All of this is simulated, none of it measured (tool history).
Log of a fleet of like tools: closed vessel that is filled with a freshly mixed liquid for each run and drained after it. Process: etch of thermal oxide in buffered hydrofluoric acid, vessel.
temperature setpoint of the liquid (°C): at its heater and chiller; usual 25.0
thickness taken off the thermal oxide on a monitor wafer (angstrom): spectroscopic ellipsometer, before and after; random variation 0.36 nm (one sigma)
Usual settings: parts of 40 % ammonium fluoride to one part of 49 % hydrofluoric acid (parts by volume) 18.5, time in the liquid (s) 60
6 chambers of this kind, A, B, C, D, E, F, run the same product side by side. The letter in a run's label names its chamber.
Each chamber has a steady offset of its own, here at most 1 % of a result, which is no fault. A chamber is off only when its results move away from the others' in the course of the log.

| run | hour | temperature setpoint of the liquid (°C) | parts of 40 % ammonium fluoride to one part of 49 % hydrofluoric acid (parts by volume) | time in the liquid (s) | read-back film thickness of the thermal oxide reference wafer, read on the same gauge (nm) | thickness taken off the thermal oxide on a monitor wafer (angstrom) |
|---|---|---|---|---|---|---|
| 1D | 6.3 | 25.0 | 18.5 | 60 | 39.993 | 411.98 |
|  | 7.0 | chamber D: hydrofluoric acid flow meter replaced |
| 2E | 18.6 | 25.0 | 18.5 | 60 | 40.010 | 409.23 |
| 3C | 27.1 | 25.0 | 18.5 | 60 | 40.006 | 409.29 |
| 4F | 39.8 | 25.0 | 18.5 | 60 | 39.985 | 410.87 |
| 5B | 46.4 | 27.5 | 18.5 | 50 | 40.004 | 392.30 |
| 6A | 57.0 | 27.5 | 18.5 | 50 | 39.991 | 387.59 |
| 7A | 68.6 | 27.5 | 18.5 | 50 | 39.998 | 391.74 |
| 8D | 78.5 | 27.5 | 18.5 | 50 | 40.001 | 388.98 |
| 9F | 86.2 | 27.5 | 18.5 | 50 | 40.010 | 398.79 |
| 10C | 92.5 | 27.5 | 18.5 | 50 | 39.999 | 389.80 |
| 11E | 103.8 | 25.0 | 18.5 | 60 | 39.999 | 417.59 |
| 12B | 112.8 | 25.0 | 18.5 | 60 | 39.974 | 406.72 |
| 13D | 124.0 | 25.0 | 18.5 | 60 | 39.967 | 408.62 |
| 14B | 131.9 | 25.0 | 18.5 | 60 | 40.008 | 401.95 |
| 15C | 140.5 | 25.0 | 18.5 | 60 | 39.975 | 415.09 |
| 16F | 150.7 | 25.0 | 18.5 | 60 | 39.996 | 421.87 |
|  | 155.8 | chamber F: hydrofluoric acid flow meter replaced |
| 17E | 157.1 | 25.0 | 18.5 | 60 | 40.031 | 428.07 |
| 18A | 167.3 | 25.0 | 18.5 | 60 | 39.972 | 411.15 |
| 19C | 175.6 | 25.0 | 18.5 | 60 | 40.019 | 418.24 |
| 20E | 182.7 | 25.0 | 18.5 | 60 | 39.980 | 425.65 |
| 21A | 195.6 | 25.0 | 18.5 | 60 | 39.998 | 414.93 |
| 22D | 207.4 | 25.0 | 18.5 | 60 | 40.016 | 416.22 |
| 23B | 215.5 | 29.0 | 18.5 | 60 | 40.009 | 502.24 |
| 24F | 224.8 | 29.0 | 18.5 | 60 | 39.998 | 515.54 |
| 25E | 237.2 | 29.0 | 18.5 | 60 | 40.008 | 531.50 |
|  | 247.0 | chamber D: thermometer replaced |
| 26D | 248.9 | 29.0 | 18.5 | 60 | 39.994 | 509.87 |
|  | 257.2 | chamber C: thermometer replaced |
| 27A | 262.2 | 29.0 | 18.5 | 60 | 39.981 | 511.65 |
| 28C | 271.8 | 29.0 | 18.5 | 60 | 39.991 | 517.45 |
| 29B | 282.1 | 25.0 | 18.5 | 60 | 40.003 | 412.17 |
| 30F | 292.1 | 25.0 | 18.5 | 60 | 40.020 | 412.71 |
| 31A | 303.7 | 29.0 | 18.5 | 30 | 39.999 | 249.46 |
| 32D | 314.4 | 29.0 | 18.5 | 30 | 40.007 | 251.28 |
|  | 318.0 | chamber C: hydrofluoric acid flow meter replaced |
| 33B | 321.2 | 29.0 | 18.5 | 30 | 39.996 | 247.93 |
| 34F | 328.7 | 29.0 | 18.5 | 30 | 40.002 | 256.70 |
| 35E | 340.9 | 29.0 | 18.5 | 30 | 39.997 | 269.56 |
| 36C | 349.8 | 29.0 | 18.5 | 30 | 40.024 | 256.89 |
| 37B | 360.8 | 20.5 | 24.5 | 60 | 40.015 | 256.48 |
| 38C | 374.1 | 20.5 | 24.5 | 60 | 40.005 | 261.52 |
| 39D | 380.2 | 20.5 | 24.5 | 60 | 40.013 | 258.27 |

All 6 chambers run these settings next. Forecast each chamber's results:
| 40A | 389.8 | 25.0 | 18.5 | 60 |  | ? |
| 40B | 389.8 | 25.0 | 18.5 | 60 |  | ? |
| 40C | 389.8 | 25.0 | 18.5 | 60 |  | ? |
| 40D | 389.8 | 25.0 | 18.5 | 60 |  | ? |
| 40E | 389.8 | 25.0 | 18.5 | 60 |  | ? |
| 40F | 389.8 | 25.0 | 18.5 | 60 |  | ? |

| run | thickness taken off the thermal oxide on a monitor wafer (angstrom) |
|---|---|
| 40A | 410.72 |
| 40B | 405.01 |
| 40C | 416.52 |
| 40D | 410.86 |
| 40E | 450.12 |
| 40F | 417.23 |

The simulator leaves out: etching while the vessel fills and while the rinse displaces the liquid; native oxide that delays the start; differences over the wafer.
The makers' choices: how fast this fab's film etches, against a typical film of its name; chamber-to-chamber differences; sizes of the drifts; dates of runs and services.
